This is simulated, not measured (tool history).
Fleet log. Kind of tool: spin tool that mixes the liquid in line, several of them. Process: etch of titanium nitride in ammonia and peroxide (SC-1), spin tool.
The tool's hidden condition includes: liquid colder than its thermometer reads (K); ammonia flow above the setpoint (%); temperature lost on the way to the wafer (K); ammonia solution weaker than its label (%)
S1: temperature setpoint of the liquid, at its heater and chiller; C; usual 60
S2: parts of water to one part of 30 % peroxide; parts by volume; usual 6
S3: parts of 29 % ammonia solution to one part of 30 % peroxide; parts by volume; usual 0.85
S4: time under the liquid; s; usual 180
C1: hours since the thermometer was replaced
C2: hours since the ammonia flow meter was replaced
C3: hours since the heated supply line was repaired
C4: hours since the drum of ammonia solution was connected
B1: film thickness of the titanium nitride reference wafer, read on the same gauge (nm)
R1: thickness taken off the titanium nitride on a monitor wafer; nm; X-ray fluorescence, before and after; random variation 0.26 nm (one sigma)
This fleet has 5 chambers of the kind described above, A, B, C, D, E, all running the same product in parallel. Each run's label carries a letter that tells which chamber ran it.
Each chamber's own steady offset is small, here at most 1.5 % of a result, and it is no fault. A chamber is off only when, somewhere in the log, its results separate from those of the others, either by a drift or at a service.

run,hour,S1,S2,S3,S4,C1,C2,C3,C4,B1,R1
1D,4.9,60,6,0.85,180,355.5,698,2204.7,629.8,140.02,47.729
2C,11.9,60,6,0.85,180,986.6,531.3,1023.8,134.3,140.01,47.908
3A,19.7,60,6,0.85,180,852.2,1373.1,38.5,211,139.98,48.652
4B,23.7,60,6,0.85,180,412.7,160.1,2227.9,575.6,140.01,48.472
5E,29.4,60,6,0.85,180,1737.3,371.4,1329.8,179.6,139.98,48.992
6C,37.2,53,6,0.85,215,1011.9,556.6,1049.1,159.6,140.02,35.834
7A,40.8,53,6,0.85,215,873.3,1394.2,59.6,232.1,140.01,36.377
8E,47.5,53,6,0.85,215,1755.4,389.5,1347.9,197.7,140.06,36.556
# hour 52.9: chamber C: thermometer replaced
9D,55,53,6,0.85,215,405.6,748.1,2254.8,679.9,140.01,35.378
# hour 55.1: chamber E: new drum of ammonia solution connected
10B,58.6,53,6,0.85,215,447.6,195,2262.8,610.5,140,36.092
11C,64.5,60,6,0.85,180,11.6,583.9,1076.4,186.9,140.02,48.149
12E,68.9,60,5,0.7,180,1776.8,410.9,1369.3,13.8,140.02,51.824
13B,73.9,60,5,0.7,180,462.9,210.3,2278.1,625.8,139.96,51.61
14A,79.8,60,5,0.7,180,912.3,1433.2,98.6,271.1,139.95,51.417
15D,83.5,60,5,0.7,180,434.1,776.6,2283.3,708.4,139.98,50.764
16B,87.5,60,5,0.7,180,476.5,223.9,2291.7,639.4,140.02,51.615
17D,95.5,67,5,0.85,180,446.1,788.6,2295.3,720.4,140.01,82.286
18C,100.7,67,5,0.85,180,47.8,620.1,1112.6,223.1,139.97,81.685
19E,104.3,67,5,0.85,180,1812.2,446.3,1404.7,49.2,140,82.006
20A,108,67,5,0.85,180,940.5,1461.4,126.8,299.3,139.94,81.857
21E,112.5,67,5,0.85,180,1820.4,454.5,1412.9,57.4,139.97,82.698
22A,119.1,60,6,0.85,180,951.6,1472.5,137.9,310.4,139.95,48.817
23B,123.4,60,6,0.85,180,512.4,259.8,2327.6,675.3,140.05,48.411
# hour 123.7: chamber A: new drum of ammonia solution connected
24D,128.1,60,6,0.85,180,478.7,821.2,2327.9,753,139.99,47.61
25C,135.1,60,6,0.85,180,82.2,654.5,1147,257.5,139.99,47.943
26E,142.4,60,6,0.85,180,1850.3,484.4,1442.8,87.3,140.01,48.977
27C,147.2,60,6,0.85,180,94.3,666.6,1159.1,269.6,139.99,48.305
# hour 149.2: chamber C: new drum of ammonia solution connected
28B,154.1,60,6,0.85,180,543.1,290.5,2358.3,706,139.99,48.09
29A,159,64.5,6,0.85,265,991.5,1512.4,177.8,35.4,139.99,95.202
30D,164.6,64.5,6,0.85,265,515.2,857.7,2364.4,789.5,139.98,94.492
31C,169.5,64.5,6,0.85,265,116.6,688.9,1181.4,20.4,140.02,94.837
32B,173.6,64.5,6,0.85,265,562.6,310,2377.8,725.5,139.98,94.305
33D,178.6,64.5,6,0.85,265,529.2,871.7,2378.4,803.5,140.01,94.853
34E,184.6,60,6,0.85,180,1892.5,526.6,1485,129.5,140.02,48.687
35A,188.3,60,6,0.85,180,1020.8,1541.7,207.1,64.7,140,48.853
36B,194.2,60,6,0.85,180,583.2,330.6,2398.4,746.1,140.01,48.771
# hour 196.7: chamber E: ammonia flow meter replaced
37E,200.7,60,6,0.85,180,1908.6,4,1501.1,145.6,139.97,48.134

Next, every chamber runs the same settings. What will each give?
38A,206.4,60,8.5,0.85,180,,,,,,?
38B,206.4,60,8.5,0.85,180,,,,,,?
38C,206.4,60,8.5,0.85,180,,,,,,?
38D,206.4,60,8.5,0.85,180,,,,,,?
38E,206.4,60,8.5,0.85,180,,,,,,?

run,R1
38A,40.992
38B,40.942
38C,40.414
38D,40.439
38E,41.167

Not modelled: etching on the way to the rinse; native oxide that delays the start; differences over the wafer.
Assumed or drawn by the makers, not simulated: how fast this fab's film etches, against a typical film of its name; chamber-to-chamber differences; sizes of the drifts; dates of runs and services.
